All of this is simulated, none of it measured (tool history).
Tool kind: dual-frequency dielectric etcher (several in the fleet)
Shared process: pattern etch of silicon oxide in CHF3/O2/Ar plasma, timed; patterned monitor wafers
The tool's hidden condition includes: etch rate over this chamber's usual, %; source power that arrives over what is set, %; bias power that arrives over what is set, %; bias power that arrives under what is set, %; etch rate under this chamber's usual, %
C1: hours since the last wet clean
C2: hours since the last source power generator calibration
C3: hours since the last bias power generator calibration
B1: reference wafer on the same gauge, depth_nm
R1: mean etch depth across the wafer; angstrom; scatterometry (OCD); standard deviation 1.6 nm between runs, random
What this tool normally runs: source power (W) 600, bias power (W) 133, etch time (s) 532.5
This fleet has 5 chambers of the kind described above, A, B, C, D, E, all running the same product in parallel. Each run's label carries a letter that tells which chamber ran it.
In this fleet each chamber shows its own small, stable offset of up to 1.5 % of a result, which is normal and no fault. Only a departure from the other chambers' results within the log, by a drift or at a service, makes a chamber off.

run 1A hour=8.4 | source_power_(W)=600 bias_power_(W)=133 etch_time_(s)=532.5 | C1=335.7 C2=1418.6 C3=1105.2 | B1=1027.1 | R1=9561.2
run 2C hour=17.3 | source_power_(W)=600 bias_power_(W)=133 etch_time_(s)=532.5 | C1=399.6 C2=2156.3 C3=2537.2 | B1=1026.5 | R1=9598.6
run 3D hour=24.6 | source_power_(W)=600 bias_power_(W)=133 etch_time_(s)=532.5 | C1=389.9 C2=59.2 C3=1497.9 | B1=1026.3 | R1=9624.6
run 4E hour=33.9 | source_power_(W)=600 bias_power_(W)=133 etch_time_(s)=532.5 | C1=533.6 C2=2185.7 C3=2597.3 | B1=1026.1 | R1=9453.2
-- hour=38.2 chamber E: wet clean of the chamber
run 5B hour=41.3 | source_power_(W)=600 bias_power_(W)=133 etch_time_(s)=532.5 | C1=197.6 C2=1099.9 C3=1061.2 | B1=1026.2 | R1=9574.9
-- hour=44.3 chamber A: source power generator calibrated
run 6B hour=47.3 | source_power_(W)=600 bias_power_(W)=133 etch_time_(s)=532.5 | C1=203.6 C2=1105.9 C3=1067.2 | B1=1025.8 | R1=9602.3
run 7E hour=54.8 | source_power_(W)=600 bias_power_(W)=133 etch_time_(s)=532.5 | C1=16.7 C2=2206.6 C3=2618.2 | B1=1025.7 | R1=9445.1
run 8A hour=66.5 | source_power_(W)=600 bias_power_(W)=133 etch_time_(s)=532.5 | C1=393.8 C2=22.2 C3=1163.3 | B1=1025.1 | R1=9592.0
run 9D hour=76.9 | source_power_(W)=600 bias_power_(W)=133 etch_time_(s)=532.5 | C1=442.2 C2=111.5 C3=1550.2 | B1=1025.1 | R1=9634.0
run 10C hour=85.3 | source_power_(W)=600 bias_power_(W)=133 etch_time_(s)=532.5 | C1=467.6 C2=2224.3 C3=2605.2 | B1=1024.9 | R1=9588.5
run 11A hour=91.8 | source_power_(W)=600 bias_power_(W)=133 etch_time_(s)=532.5 | C1=419.1 C2=47.5 C3=1188.6 | B1=1024.7 | R1=9536.3
run 12B hour=100.8 | source_power_(W)=600 bias_power_(W)=133 etch_time_(s)=532.5 | C1=257.1 C2=1159.4 C3=1120.7 | B1=1024.2 | R1=9585.2
run 13D hour=111.3 | source_power_(W)=600 bias_power_(W)=133 etch_time_(s)=532.5 | C1=476.6 C2=145.9 C3=1584.6 | B1=1023.9 | R1=9609.7
run 14E hour=119.8 | source_power_(W)=600 bias_power_(W)=133 etch_time_(s)=532.5 | C1=81.7 C2=2271.6 C3=2683.2 | B1=1024.0 | R1=9410.7
run 15C hour=127.5 | source_power_(W)=600 bias_power_(W)=133 etch_time_(s)=532.5 | C1=509.8 C2=2266.5 C3=2647.4 | B1=1024.0 | R1=9548.7
run 16C hour=137.3 | source_power_(W)=600 bias_power_(W)=133 etch_time_(s)=532.5 | C1=519.6 C2=2276.3 C3=2657.2 | B1=1023.4 | R1=9550.1
run 17B hour=148.4 | source_power_(W)=600 bias_power_(W)=133 etch_time_(s)=532.5 | C1=304.7 C2=1207.0 C3=1168.3 | B1=1023.0 | R1=9559.8
run 18A hour=154.0 | source_power_(W)=600 bias_power_(W)=133 etch_time_(s)=626.0 | C1=481.3 C2=109.7 C3=1250.8 | B1=1022.9 | R1=11220.0
run 19E hour=163.7 | source_power_(W)=600 bias_power_(W)=133 etch_time_(s)=626.0 | C1=125.6 C2=2315.5 C3=2727.1 | B1=1022.3 | R1=11110.0
-- hour=166.9 chamber C: wet clean of the chamber
run 20D hour=172.2 | source_power_(W)=600 bias_power_(W)=133 etch_time_(s)=626.0 | C1=537.5 C2=206.8 C3=1645.5 | B1=1022.7 | R1=11266.0
run 21C hour=178.6 | source_power_(W)=600 bias_power_(W)=133 etch_time_(s)=626.0 | C1=11.7 C2=2317.6 C3=2698.5 | B1=1022.6 | R1=11213.0
-- hour=185.7 chamber B: wet clean of the chamber
run 22D hour=187.8 | source_power_(W)=600 bias_power_(W)=133 etch_time_(s)=626.0 | C1=553.1 C2=222.4 C3=1661.1 | B1=1022.3 | R1=11263.0
run 23A hour=198.5 | source_power_(W)=600 bias_power_(W)=133 etch_time_(s)=653.5 | C1=525.8 C2=154.2 C3=1295.3 | B1=1022.1 | R1=11687.0
run 24B hour=207.2 | source_power_(W)=600 bias_power_(W)=133 etch_time_(s)=653.5 | C1=21.6 C2=1265.8 C3=1227.1 | B1=1021.8 | R1=11718.0
run 25E hour=217.9 | source_power_(W)=600 bias_power_(W)=133 etch_time_(s)=653.5 | C1=179.8 C2=2369.7 C3=2781.3 | B1=1021.1 | R1=11533.0
-- hour=219.4 chamber C: bias power generator calibrated
run 26D hour=226.3 | source_power_(W)=600 bias_power_(W)=133 etch_time_(s)=653.5 | C1=591.6 C2=260.9 C3=1699.6 | B1=1021.5 | R1=11775.0
-- hour=227.0 chamber A: wet clean of the chamber
-- hour=228.1 chamber D: wet clean of the chamber
run 27B hour=236.5 | source_power_(W)=600 bias_power_(W)=133 etch_time_(s)=653.5 | C1=50.9 C2=1295.1 C3=1256.4 | B1=1021.0 | R1=11713.0
run 28E hour=247.1 | source_power_(W)=530 bias_power_(W)=109 etch_time_(s)=532.5 | C1=209.0 C2=2398.9 C3=2810.5 | B1=1020.3 | R1=8415.3
run 29C hour=252.3 | source_power_(W)=530 bias_power_(W)=109 etch_time_(s)=532.5 | C1=85.4 C2=2391.3 C3=32.9 | B1=1020.3 | R1=8549.1
run 30A hour=262.3 | source_power_(W)=530 bias_power_(W)=109 etch_time_(s)=532.5 | C1=35.4 C2=218.0 C3=1359.1 | B1=1019.8 | R1=8507.3
run 31D hour=272.9 | source_power_(W)=530 bias_power_(W)=109 etch_time_(s)=532.5 | C1=44.8 C2=307.5 C3=1746.2 | B1=1019.9 | R1=8576.2

For the next run the whole fleet of 5 chambers uses the same settings. Give each chamber's results:
run 32A hour=281.3 | source_power_(W)=600 bias_power_(W)=133 etch_time_(s)=532.5 | R1=?
run 32B hour=281.3 | source_power_(W)=600 bias_power_(W)=133 etch_time_(s)=532.5 | R1=?
run 32C hour=281.3 | source_power_(W)=600 bias_power_(W)=133 etch_time_(s)=532.5 | R1=?
run 32D hour=281.3 | source_power_(W)=600 bias_power_(W)=133 etch_time_(s)=532.5 | R1=?
run 32E hour=281.3 | source_power_(W)=600 bias_power_(W)=133 etch_time_(s)=532.5 | R1=?

run=32A R1=9498.8
run=32B R1=9517.3
run=32C R1=9491.7
run=32D R1=9583.5
run=32E R1=9418.9
